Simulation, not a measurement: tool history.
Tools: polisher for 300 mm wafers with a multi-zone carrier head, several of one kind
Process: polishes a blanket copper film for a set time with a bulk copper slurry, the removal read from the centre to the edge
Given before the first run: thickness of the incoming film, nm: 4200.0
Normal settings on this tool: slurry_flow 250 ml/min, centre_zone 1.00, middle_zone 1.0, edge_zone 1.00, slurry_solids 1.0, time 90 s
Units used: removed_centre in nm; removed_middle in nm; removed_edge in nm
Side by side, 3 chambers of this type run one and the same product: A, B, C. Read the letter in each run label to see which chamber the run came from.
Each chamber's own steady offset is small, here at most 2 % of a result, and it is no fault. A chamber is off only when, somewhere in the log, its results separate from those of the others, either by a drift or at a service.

run,hour,slurry_flow,centre_zone,middle_zone,edge_zone,slurry_solids,time,removed_centre,removed_middle,removed_edge
# hour 6.3: chamber B: edge zone pressure recalibrated
# hour 9.5: chamber B: worn pad replaced by a new one
1A,10.8,250,1.00,1.0,1.00,1.0,90,830.49,808.73,840.07
2C,18.0,250,1.00,1.0,1.00,1.0,90,831.37,819.58,833.47
3B,24.8,250,1.00,1.0,1.00,1.0,90,822.36,818.50,851.12
4A,39.1,250,1.00,1.0,1.00,1.0,90,818.49,812.94,821.38
5C,47.3,250,1.07,1.0,1.00,1.0,101,992.58,907.59,908.52
6B,57.9,250,1.07,1.0,1.00,1.0,101,1014.00,915.11,953.58
7B,66.2,250,1.07,1.0,1.00,1.0,101,1007.10,915.50,939.93
8A,74.9,250,1.00,1.1,1.00,1.0,74,687.67,713.95,675.57
# hour 82.0: chamber C: worn pad replaced by a new one
9C,85.2,250,1.00,1.1,1.00,1.0,74,687.72,741.96,681.06
10A,93.5,250,1.00,1.1,1.00,1.0,74,682.93,741.91,682.48
11C,106.3,250,1.00,1.0,1.00,1.0,90,851.67,817.36,801.13
# hour 110.9: chamber A: worn pad replaced by a new one
12B,113.7,250,1.00,1.0,1.00,1.0,90,844.57,826.92,839.30
# hour 119.8: chamber B: slurry nozzle cleaned
13A,121.2,250,1.00,1.0,1.07,1.0,90,839.31,812.56,861.11
# hour 128.9: chamber B: centre zone pressure recalibrated
14B,135.7,250,1.00,1.0,1.07,1.0,90,722.54,814.40,869.12
15C,149.1,250,1.00,1.0,1.07,1.0,90,848.23,814.85,855.52
# hour 160.0: chamber B: worn pad replaced by a new one
16B,163.2,250,0.91,1.0,1.00,1.2,90,684.78,850.51,861.76
17A,178.5,250,0.91,1.0,1.00,1.2,90,782.51,845.00,892.80
18C,187.6,250,0.91,1.0,1.00,1.2,90,772.18,859.47,882.61
19B,198.6,250,1.00,1.0,1.00,1.0,90,750.90,826.34,830.23
20A,209.7,250,1.00,1.0,1.00,1.0,90,862.98,810.75,847.33
# hour 210.6: chamber C: worn pad replaced by a new one
# hour 214.9: chamber C: slurry nozzle cleaned
21C,221.7,250,1.00,1.0,1.00,1.0,90,832.25,835.28,838.72

Each of the 3 chambers runs these same settings next. Fill in every chamber's results:
22A,232.7,250,1.00,1.0,1.00,1.0,90,?,?,?
22B,232.7,250,1.00,1.0,1.00,1.0,90,?,?,?
22C,232.7,250,1.00,1.0,1.00,1.0,90,?,?,?

run,removed_centre,removed_middle,removed_edge
22A,829.28,824.12,823.63
22B,721.90,823.96,857.16
22C,803.41,829.00,834.39
